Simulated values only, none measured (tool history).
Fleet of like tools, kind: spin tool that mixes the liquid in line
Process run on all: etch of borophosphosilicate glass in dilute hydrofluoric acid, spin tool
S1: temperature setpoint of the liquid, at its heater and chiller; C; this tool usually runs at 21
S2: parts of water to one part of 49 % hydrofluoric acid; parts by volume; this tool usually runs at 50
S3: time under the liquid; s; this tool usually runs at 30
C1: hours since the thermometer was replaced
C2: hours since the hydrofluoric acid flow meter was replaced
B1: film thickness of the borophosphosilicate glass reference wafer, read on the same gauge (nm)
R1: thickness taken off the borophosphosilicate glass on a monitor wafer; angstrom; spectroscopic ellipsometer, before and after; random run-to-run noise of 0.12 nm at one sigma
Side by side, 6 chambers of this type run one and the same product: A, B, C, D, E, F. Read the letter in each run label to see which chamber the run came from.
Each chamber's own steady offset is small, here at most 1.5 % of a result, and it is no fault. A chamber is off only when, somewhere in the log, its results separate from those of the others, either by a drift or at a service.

Run 1A, hour 8.3: usual settings; C1 1516.6; C2 25.3; B1 109.99. Result: R1 215.71 angstrom.
Run 2D, hour 16.7: usual settings; C1 395.9; C2 367.6; B1 110.01. Result: R1 210.88 angstrom.
Run 3E, hour 22.9: usual settings; C1 1125.1; C2 257.5; B1 110. Result: R1 211.11 angstrom.
Run 4B, hour 29.5: usual settings; C1 944.4; C2 485.2; B1 110. Result: R1 214.84 angstrom.
Run 5C, hour 37.5: usual settings; C1 462.4; C2 493.6; B1 110. Result: R1 216.12 angstrom.
Run 6F, hour 49.3: usual settings; C1 1602.4; C2 354.2; B1 110.01. Result: R1 212.84 angstrom.
Run 7B, hour 59.3: usual settings; C1 974.2; C2 515; B1 110. Result: R1 214.54 angstrom.
Run 8F, hour 69.6: usual settings but S2 60 parts by volume; C1 1622.7; C2 374.5; B1 110. Result: R1 176.95 angstrom.
Run 9D, hour 76.9: usual settings but S2 60 parts by volume; C1 456.1; C2 427.8; B1 110.03. Result: R1 173.51 angstrom.
Run 10E, hour 85.1: usual settings but S2 60 parts by volume; C1 1187.3; C2 319.7; B1 110.02. Result: R1 175.86 angstrom.
Run 11A, hour 93.1: usual settings but S2 60 parts by volume; C1 1601.4; C2 110.1; B1 110. Result: R1 175.24 angstrom.
Run 12C, hour 103.8: usual settings but S2 60 parts by volume; C1 528.7; C2 559.9; B1 109.97. Result: R1 177.06 angstrom.
Run 13A, hour 110.2: usual settings but S2 60 parts by volume; C1 1618.5; C2 127.2; B1 109.98. Result: R1 175.97 angstrom.
Run 14F, hour 117.2: usual settings; C1 1670.3; C2 422.1; B1 110.01. Result: R1 211.42 angstrom.
Run 15E, hour 128.8: usual settings; C1 1231; C2 363.4; B1 110.04. Result: R1 213.37 angstrom.
Run 16D, hour 135.8: usual settings; C1 515; C2 486.7; B1 109.99. Result: R1 210.13 angstrom.
Run 17B, hour 143.1: usual settings; C1 1058; C2 598.8; B1 110. Result: R1 212.07 angstrom.
At hour 150.4: chamber D: thermometer replaced.
Run 18C, hour 154.6: usual settings; C1 579.5; C2 610.7; B1 110.05. Result: R1 217.98 angstrom.
Run 19C, hour 162.8: usual settings; C1 587.7; C2 618.9; B1 109.96. Result: R1 215.87 angstrom.
Run 20A, hour 173: usual settings; C1 1681.3; C2 190; B1 110.01. Result: R1 214.78 angstrom.
Run 21B, hour 184: usual settings; C1 1098.9; C2 639.7; B1 109.98. Result: R1 209.07 angstrom.
Run 22E, hour 189.5: usual settings; C1 1291.7; C2 424.1; B1 110. Result: R1 212.89 angstrom.
Run 23F, hour 194.7: usual settings; C1 1747.8; C2 499.6; B1 110.01. Result: R1 215.54 angstrom.
Run 24D, hour 206: usual settings; C1 55.7; C2 556.9; B1 110. Result: R1 212.73 angstrom.
Run 25F, hour 212.9: usual settings; C1 1766; C2 517.8; B1 110. Result: R1 213.14 angstrom.
Run 26C, hour 219.4: usual settings; C1 644.3; C2 675.5; B1 109.98. Result: R1 215.12 angstrom.
Run 27B, hour 229: usual settings; C1 1143.9; C2 684.7; B1 110.03. Result: R1 206.85 angstrom.
Run 28A, hour 237.2: usual settings; C1 1745.5; C2 254.2; B1 109.98. Result: R1 214.67 angstrom.
Run 29E, hour 245.4: usual settings; C1 1347.6; C2 480; B1 110.03. Result: R1 214.57 angstrom.
Run 30D, hour 250.7: usual settings; C1 100.4; C2 601.6; B1 109.97. Result: R1 210.06 angstrom.
Run 31A, hour 260.9: usual settings; C1 1769.2; C2 277.9; B1 109.99. Result: R1 215.74 angstrom.
Run 32D, hour 267.5: usual settings; C1 117.2; C2 618.4; B1 110. Result: R1 210.59 angstrom.
Run 33F, hour 276.2: usual settings; C1 1829.3; C2 581.1; B1 109.99. Result: R1 214.51 angstrom.
Run 34E, hour 284.9: usual settings but S1 25 C, S2 70 parts by volume; C1 1387.1; C2 519.5; B1 110. Result: R1 174.66 angstrom.
Run 35B, hour 294.9: usual settings but S1 25 C, S2 70 parts by volume; C1 1209.8; C2 750.6; B1 110.03. Result: R1 169.36 angstrom.
Run 36C, hour 303.1: usual settings but S1 25 C, S2 70 parts by volume; C1 728; C2 759.2; B1 110.03. Result: R1 174.7 angstrom.
At hour 307.8: chamber F: thermometer replaced.
Run 37C, hour 309.3: usual settings but S1 25 C, S2 70 parts by volume; C1 734.2; C2 765.4; B1 110. Result: R1 177.35 angstrom.
Run 38A, hour 316.4: usual settings but S1 25 C, S2 70 parts by volume; C1 1824.7; C2 333.4; B1 109.99. Result: R1 174.39 angstrom.
Run 39F, hour 327.2: usual settings but S1 25 C, S2 70 parts by volume; C1 19.5; C2 632.1; B1 110.02. Result: R1 177.47 angstrom.
Run 40B, hour 332.4: usual settings but S3 45 s; C1 1247.3; C2 788.1; B1 109.98. Result: R1 308.24 angstrom.

Predict what each chamber gives when all 6 of them run the settings below next.
Run 41A, hour 341: usual settings but S3 45 s. Result: R1 ?.
Run 41B, hour 341: usual settings but S3 45 s. Result: R1 ?.
Run 41C, hour 341: usual settings but S3 45 s. Result: R1 ?.
Run 41D, hour 341: usual settings but S3 45 s. Result: R1 ?.
Run 41E, hour 341: usual settings but S3 45 s. Result: R1 ?.
Run 41F, hour 341: usual settings but S3 45 s. Result: R1 ?.

run      R1
41A  320.36
41B  307.34
41C  326.56
41D  315.02
41E  321.69
41F  318.97
